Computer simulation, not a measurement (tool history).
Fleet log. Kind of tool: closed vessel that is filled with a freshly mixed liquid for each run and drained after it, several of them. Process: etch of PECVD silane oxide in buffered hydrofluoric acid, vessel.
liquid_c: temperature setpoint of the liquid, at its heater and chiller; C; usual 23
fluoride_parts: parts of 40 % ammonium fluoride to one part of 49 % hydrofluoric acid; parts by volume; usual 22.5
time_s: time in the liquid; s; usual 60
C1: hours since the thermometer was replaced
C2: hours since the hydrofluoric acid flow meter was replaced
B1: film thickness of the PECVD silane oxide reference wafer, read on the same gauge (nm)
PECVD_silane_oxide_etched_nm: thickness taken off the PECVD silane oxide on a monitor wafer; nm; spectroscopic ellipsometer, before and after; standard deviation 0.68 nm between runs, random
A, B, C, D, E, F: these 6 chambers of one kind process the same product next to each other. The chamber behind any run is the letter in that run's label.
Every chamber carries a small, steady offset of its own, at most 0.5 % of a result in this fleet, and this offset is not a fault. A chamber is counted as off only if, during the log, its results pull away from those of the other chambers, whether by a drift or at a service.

Run 1F, day 0.358: usual settings; C1 554.2; C2 2203.4; B1 49.983. Result: PECVD_silane_oxide_etched_nm 82.612 nm.
At day 0.492: chamber F: hydrofluoric acid flow meter replaced.
Run 2E, day 0.625: usual settings; C1 92.3; C2 494.7; B1 49.989. Result: PECVD_silane_oxide_etched_nm 81.604 nm.
Run 3A, day 1.008: usual settings; C1 167.5; C2 692.2; B1 49.986. Result: PECVD_silane_oxide_etched_nm 81.132 nm.
Run 4C, day 1.371: usual settings; C1 1791.9; C2 255.7; B1 49.995. Result: PECVD_silane_oxide_etched_nm 83.481 nm.
Run 5B, day 1.712: usual settings; C1 250.6; C2 260.4; B1 49.984. Result: PECVD_silane_oxide_etched_nm 82.088 nm.
Run 6D, day 2.05: usual settings; C1 132.8; C2 1122.3; B1 50.005. Result: PECVD_silane_oxide_etched_nm 80.741 nm.
Run 7F, day 2.375: usual settings; C1 602.6; C2 45.2; B1 50.012. Result: PECVD_silane_oxide_etched_nm 81.973 nm.
Run 8A, day 2.692: usual settings; C1 207.9; C2 732.6; B1 50.012. Result: PECVD_silane_oxide_etched_nm 81.951 nm.
Run 9E, day 3.088: usual settings; C1 151.4; C2 553.8; B1 49.98. Result: PECVD_silane_oxide_etched_nm 81.91 nm.
Run 10B, day 3.267: usual settings; C1 287.9; C2 297.7; B1 50.031. Result: PECVD_silane_oxide_etched_nm 81.339 nm.
Run 11D, day 3.588: usual settings; C1 169.7; C2 1159.2; B1 49.998. Result: PECVD_silane_oxide_etched_nm 82.287 nm.
Run 12C, day 3.929: usual settings; C1 1853.3; C2 317.1; B1 49.987. Result: PECVD_silane_oxide_etched_nm 83.023 nm.
At day 4.008: chamber C: thermometer replaced.
Run 13B, day 4.317: usual settings; C1 313.1; C2 322.9; B1 49.969. Result: PECVD_silane_oxide_etched_nm 81.199 nm.
Run 14D, day 4.592: usual settings; C1 193.8; C2 1183.3; B1 50.031. Result: PECVD_silane_oxide_etched_nm 81.974 nm.
Run 15A, day 4.929: usual settings but liquid_c 20.5 C, fluoride_parts 26 parts by volume; C1 261.6; C2 786.3; B1 50.02. Result: PECVD_silane_oxide_etched_nm 64.298 nm.
Run 16C, day 5.225: usual settings but liquid_c 20.5 C, fluoride_parts 26 parts by volume; C1 29.2; C2 348.2; B1 50.032. Result: PECVD_silane_oxide_etched_nm 64.715 nm.
Run 17E, day 5.412: usual settings but liquid_c 20.5 C, fluoride_parts 26 parts by volume; C1 207.2; C2 609.6; B1 50.017. Result: PECVD_silane_oxide_etched_nm 64.109 nm.
Run 18F, day 5.671: usual settings but liquid_c 20.5 C, fluoride_parts 26 parts by volume; C1 681.7; C2 124.3; B1 50.003. Result: PECVD_silane_oxide_etched_nm 63.605 nm.
Run 19B, day 5.904: usual settings but liquid_c 20.5 C, fluoride_parts 26 parts by volume; C1 351.2; C2 361; B1 49.979. Result: PECVD_silane_oxide_etched_nm 63.669 nm.
At day 6.112: chamber D: hydrofluoric acid flow meter replaced.
Run 20A, day 6.221: usual settings but liquid_c 20.5 C, fluoride_parts 26 parts by volume; C1 292.6; C2 817.3; B1 50.057. Result: PECVD_silane_oxide_etched_nm 63.831 nm.
Run 21D, day 6.546: usual settings; C1 240.7; C2 10.4; B1 50. Result: PECVD_silane_oxide_etched_nm 82.1 nm.
Run 22C, day 6.879: usual settings; C1 68.9; C2 387.9; B1 50.009. Result: PECVD_silane_oxide_etched_nm 82.534 nm.
Run 23E, day 7.108: usual settings; C1 247.9; C2 650.3; B1 50.007. Result: PECVD_silane_oxide_etched_nm 81.893 nm.
Run 24F, day 7.504: usual settings; C1 725.7; C2 168.3; B1 50.044. Result: PECVD_silane_oxide_etched_nm 82.056 nm.
Run 25A, day 7.825: usual settings; C1 331.1; C2 855.8; B1 49.973. Result: PECVD_silane_oxide_etched_nm 81.08 nm.
Run 26B, day 8.121: usual settings; C1 404.4; C2 414.2; B1 50.004. Result: PECVD_silane_oxide_etched_nm 80.36 nm.
Run 27F, day 8.308: usual settings; C1 745; C2 187.6; B1 50.009. Result: PECVD_silane_oxide_etched_nm 83.466 nm.
Run 28E, day 8.483: usual settings; C1 280.9; C2 683.3; B1 49.954. Result: PECVD_silane_oxide_etched_nm 81.317 nm.
Run 29D, day 8.754: usual settings; C1 293.7; C2 63.4; B1 50.008. Result: PECVD_silane_oxide_etched_nm 80.84 nm.
Run 30C, day 9.075: usual settings; C1 121.6; C2 440.6; B1 49.973. Result: PECVD_silane_oxide_etched_nm 83.088 nm.
Run 31F, day 9.312: usual settings but liquid_c 26 C, fluoride_parts 19.5 parts by volume; C1 769.1; C2 211.7; B1 49.978. Result: PECVD_silane_oxide_etched_nm 108.01 nm.
Run 32C, day 9.562: usual settings but liquid_c 26 C, fluoride_parts 19.5 parts by volume; C1 133.3; C2 452.3; B1 49.986. Result: PECVD_silane_oxide_etched_nm 106.52 nm.
Run 33B, day 9.854: usual settings but liquid_c 26 C, fluoride_parts 19.5 parts by volume; C1 446; C2 455.8; B1 50.046. Result: PECVD_silane_oxide_etched_nm 102.36 nm.
Run 34D, day 10.204: usual settings but liquid_c 26 C, fluoride_parts 19.5 parts by volume; C1 328.5; C2 98.2; B1 50.01. Result: PECVD_silane_oxide_etched_nm 107.93 nm.
Run 35A, day 10.6: usual settings but liquid_c 26 C, fluoride_parts 19.5 parts by volume; C1 397.7; C2 922.4; B1 49.996. Result: PECVD_silane_oxide_etched_nm 106.03 nm.
Run 36E, day 10.942: usual settings but liquid_c 26 C, fluoride_parts 19.5 parts by volume; C1 339.9; C2 742.3; B1 50.004. Result: PECVD_silane_oxide_etched_nm 106.31 nm.
Run 37D, day 11.275: usual settings; C1 354.2; C2 123.9; B1 50.018. Result: PECVD_silane_oxide_etched_nm 81.859 nm.
Run 38A, day 11.575: usual settings; C1 421.1; C2 945.8; B1 49.969. Result: PECVD_silane_oxide_etched_nm 83.432 nm.
Run 39F, day 11.775: usual settings; C1 828.2; C2 270.8; B1 50.02. Result: PECVD_silane_oxide_etched_nm 81.148 nm.
Run 40E, day 11.958: usual settings; C1 364.3; C2 766.7; B1 50.005. Result: PECVD_silane_oxide_etched_nm 81.689 nm.
Run 41B, day 12.138: usual settings; C1 500.8; C2 510.6; B1 49.991. Result: PECVD_silane_oxide_etched_nm 77.608 nm.
Run 42C, day 12.325: usual settings; C1 199.6; C2 518.6; B1 49.988. Result: PECVD_silane_oxide_etched_nm 82.147 nm.
Run 43D, day 12.583: usual settings; C1 385.6; C2 155.3; B1 49.988. Result: PECVD_silane_oxide_etched_nm 82.135 nm.

Does one chamber stand apart from the rest, does the shared gauge drift, or is all well apart from small per-chamber offsets? Give the chamber and the most likely cause, where there is one.

Little by little, chamber B moves away from the other chambers.
Cause: hydrofluoric acid flow below the setpoint (%) = 9.93.
The log might look much the same if the cause were instead: liquid colder than its thermometer reads (K).

Chamber B could run next with any of the 4 candidate recipes listed below; each alters the usual settings, and their results appear as question marks. Which one brings its results back in line with what the other chambers deliver on the usual settings?
In line means no further than this from the other chambers' mean on the usual settings: PECVD_silane_oxide_etched_nm 2.4 nm
Run 44B-1, day 12.871: usual settings but fluoride_parts 20 parts by volume. Result: PECVD_silane_oxide_etched_nm ?.
Run 44B-2, day 12.871: usual settings but liquid_c 22.5 C, fluoride_parts 23.5 parts by volume. Result: PECVD_silane_oxide_etched_nm ?.
Run 44B-3, day 12.871: usual settings but fluoride_parts 23 parts by volume. Result: PECVD_silane_oxide_etched_nm ?.
Run 44B-4, day 12.871: usual settings but liquid_c 23.5 C. Result: PECVD_silane_oxide_etched_nm ?.

On the usual settings, the other chambers give on average: PECVD_silane_oxide_etched_nm 82.084 nm
  run  PECVD_silane_oxide_etched_nm
44B-1                        82.764
44B-2                        72.122
44B-3                        75.279
44B-4                         78.59
44B-1 brings the chamber back in line.

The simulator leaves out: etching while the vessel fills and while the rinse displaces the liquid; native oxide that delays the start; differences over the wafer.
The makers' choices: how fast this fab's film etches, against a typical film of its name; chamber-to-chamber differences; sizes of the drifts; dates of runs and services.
